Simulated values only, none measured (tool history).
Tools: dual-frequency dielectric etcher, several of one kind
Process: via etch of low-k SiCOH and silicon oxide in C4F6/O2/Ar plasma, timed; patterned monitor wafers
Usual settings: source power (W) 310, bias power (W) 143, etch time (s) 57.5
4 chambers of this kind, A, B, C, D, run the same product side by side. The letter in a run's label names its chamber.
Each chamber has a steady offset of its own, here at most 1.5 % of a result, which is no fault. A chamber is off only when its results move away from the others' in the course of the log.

run	hour	source power (W)	bias power (W)	etch time (s)	read-back reference wafer on the same gauge, depth_nm	mean etch depth across the wafer (angstrom)
1D	5.2	310	143	57.5	141.03	1262
2C	9	310	143	57.5	141.1	1249
3A	13.7	310	143	57.5	140.94	1262.2
4B	18.3	310	143	57.5	141.01	1259.5
5C	26.1	280	143	57.5	140.96	1200.6
6A	33.2	280	143	57.5	140.93	1213.9
7B	36.6	280	143	57.5	141.05	1208.2
8D	41.1	280	143	57.5	141	1211.8
9B	48.6	310	143	57.5	141.01	1261.3
# hour 49.5: chamber B: wet clean of the chamber
10A	52.5	310	143	57.5	141.08	1268.3
11C	57.9	310	143	57.5	141.01	1249.9
12D	64.9	310	143	57.5	141.01	1269.4
13D	71.6	310	143	57.5	140.95	1265
14B	78.6	310	143	57.5	140.98	1232.2
15A	84.1	310	143	57.5	140.99	1261.4
16C	90.1	310	143	57.5	140.93	1247.9
17C	95.3	310	131	57.5	141.03	1209.8
18B	102.2	310	131	57.5	140.85	1206.5
19A	105.8	310	131	57.5	141.08	1228.8
20D	113	310	131	57.5	140.95	1239.6
21D	118.1	310	143	57.5	140.84	1264.4
22A	125.5	310	143	57.5	141.05	1269.8
23C	132.5	310	143	57.5	141	1253.7
24B	136.9	310	143	57.5	140.97	1227.3
25A	141.1	310	143	57.5	140.91	1264.9
26D	146.9	310	143	57.5	141.03	1262.4
27B	151.6	310	143	57.5	141.09	1228.3
28C	157.1	310	143	57.5	141.02	1255.1

Next, every chamber runs the same settings. What will each give?
29A	162.8	310	143	57.5		?
29B	162.8	310	143	57.5		?
29C	162.8	310	143	57.5		?
29D	162.8	310	143	57.5		?

run	mean etch depth across the wafer (angstrom)
29A	1262.2
29B	1230.4
29C	1255.6
29D	1259.1

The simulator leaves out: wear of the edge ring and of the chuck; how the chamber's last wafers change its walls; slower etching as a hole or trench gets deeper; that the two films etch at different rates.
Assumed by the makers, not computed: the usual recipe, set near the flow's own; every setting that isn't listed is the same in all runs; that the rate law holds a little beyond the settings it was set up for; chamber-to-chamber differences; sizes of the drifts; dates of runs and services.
